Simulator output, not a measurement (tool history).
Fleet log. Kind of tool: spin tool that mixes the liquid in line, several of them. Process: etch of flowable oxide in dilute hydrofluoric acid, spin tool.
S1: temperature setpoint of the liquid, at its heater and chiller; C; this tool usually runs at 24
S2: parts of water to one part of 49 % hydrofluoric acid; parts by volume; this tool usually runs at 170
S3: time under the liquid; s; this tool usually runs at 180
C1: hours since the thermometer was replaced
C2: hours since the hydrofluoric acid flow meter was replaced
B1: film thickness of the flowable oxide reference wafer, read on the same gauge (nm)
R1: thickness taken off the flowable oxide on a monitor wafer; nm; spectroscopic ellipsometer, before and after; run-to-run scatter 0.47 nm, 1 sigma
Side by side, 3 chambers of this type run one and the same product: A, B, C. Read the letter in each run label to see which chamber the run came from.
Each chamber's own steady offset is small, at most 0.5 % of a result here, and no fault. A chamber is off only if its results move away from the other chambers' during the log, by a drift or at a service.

Run 1C, hour 8.9: usual settings; C1 790.5; C2 722.6; B1 49.999. Result: R1 47.819 nm.
Run 2A, hour 16.8: usual settings; C1 2735.8; C2 1060.5; B1 49.996. Result: R1 48.029 nm.
Run 3B, hour 25.3: usual settings; C1 1496.6; C2 617.9; B1 49.993. Result: R1 48.653 nm.
Run 4C, hour 37.8: usual settings; C1 819.4; C2 751.5; B1 50.005. Result: R1 47.765 nm.
Run 5B, hour 47.7: usual settings; C1 1519; C2 640.3; B1 50.017. Result: R1 47.883 nm.
Run 6A, hour 56.3: usual settings; C1 2775.3; C2 1100; B1 49.991. Result: R1 47.767 nm.
Run 7C, hour 68.8: usual settings; C1 850.4; C2 782.5; B1 50.003. Result: R1 48.196 nm.
At hour 79.8: chamber C: hydrofluoric acid flow meter replaced.
Run 8A, hour 79.9: usual settings; C1 2798.9; C2 1123.6; B1 49.994. Result: R1 47.936 nm.
Run 9B, hour 90.9: usual settings but S1 27.5 C, S2 230 parts by volume; C1 1562.2; C2 683.5; B1 50.009. Result: R1 38.063 nm.
Run 10A, hour 98.3: usual settings but S1 27.5 C, S2 230 parts by volume; C1 2817.3; C2 1142; B1 50.005. Result: R1 37.608 nm.
Run 11B, hour 106.1: usual settings but S1 27.5 C, S2 230 parts by volume; C1 1577.4; C2 698.7; B1 50. Result: R1 37.878 nm.
Run 12C, hour 113.2: usual settings; C1 894.8; C2 33.4; B1 50.005. Result: R1 48.193 nm.
At hour 115.1: chamber A: thermometer replaced.
At hour 121.8: chamber B: hydrofluoric acid flow meter replaced.
Run 13A, hour 125.9: usual settings; C1 10.9; C2 1169.6; B1 49.99. Result: R1 48.899 nm.
Run 14B, hour 133.3: usual settings; C1 1604.6; C2 11.6; B1 50.006. Result: R1 48.45 nm.
Run 15C, hour 143.7: usual settings; C1 925.3; C2 63.9; B1 50.004. Result: R1 47.114 nm.
Run 16C, hour 152: usual settings; C1 933.6; C2 72.2; B1 50.013. Result: R1 48.396 nm.
Run 17A, hour 163.1: usual settings but S3 120 s; C1 48.1; C2 1206.8; B1 50.026. Result: R1 33.602 nm.
Run 18B, hour 171.6: usual settings but S3 120 s; C1 1642.9; C2 49.9; B1 49.99. Result: R1 32.345 nm.
Run 19B, hour 183.9: usual settings but S3 120 s; C1 1655.2; C2 62.2; B1 49.999. Result: R1 32.121 nm.
Run 20A, hour 194: usual settings but S1 26 C, S2 130 parts by volume; C1 79; C2 1237.7; B1 50.006. Result: R1 75.187 nm.
Run 21C, hour 199.9: usual settings but S1 26 C, S2 130 parts by volume; C1 981.5; C2 120.1; B1 49.984. Result: R1 70.135 nm.
Run 22C, hour 207: usual settings but S1 26 C, S2 130 parts by volume; C1 988.6; C2 127.2; B1 49.982. Result: R1 71.191 nm.
Run 23A, hour 214: usual settings but S1 21.5 C; C1 99; C2 1257.7; B1 50.028. Result: R1 45.724 nm.
Run 24B, hour 223.2: usual settings but S1 21.5 C; C1 1694.5; C2 101.5; B1 49.981. Result: R1 43.227 nm.
Run 25A, hour 234.6: usual settings but S1 21.5 C; C1 119.6; C2 1278.3; B1 49.96. Result: R1 46.241 nm.
Run 26C, hour 246.8: usual settings; C1 1028.4; C2 167; B1 49.985. Result: R1 46.76 nm.
Run 27B, hour 252.5: usual settings; C1 1723.8; C2 130.8; B1 50.024. Result: R1 48.045 nm.
Run 28C, hour 264.3: usual settings; C1 1045.9; C2 184.5; B1 49.99. Result: R1 48.381 nm.
Run 29A, hour 272.9: usual settings; C1 157.9; C2 1316.6; B1 49.994. Result: R1 52.381 nm.

Does one chamber stand apart from the rest, does the shared gauge drift, or is all well apart from small per-chamber offsets? Give the chamber and the most likely cause, where there is one.

One chamber, A, drifts off from the rest bit by bit.
Most likely cause: hydrofluoric acid flow above the setpoint (%) = 8.07.

Here are 4 candidates for chamber A's next run, each the usual settings with a change, their results left as question marks. Which one brings its results back in line with what the others give on the usual settings?
To be in line, a result may differ from the other chambers' mean on the usual settings by at most: R1 1.6 nm
Run 30A-1, hour 282.4: usual settings but S3 185 s. Result: R1 ?.
Run 30A-2, hour 282.4: usual settings but S2 175 parts by volume, S3 170 s. Result: R1 ?.
Run 30A-3, hour 282.4: usual settings but S2 165 parts by volume, S3 190 s. Result: R1 ?.
Run 30A-4, hour 282.4: usual settings but S3 175 s. Result: R1 ?.

What the other chambers average on the usual settings: R1 47.933 nm
  run      R1
30A-1  53.766
30A-2  47.737
30A-3  57.207
30A-4   50.86
30A-2 puts the chamber back in line with the other chambers.
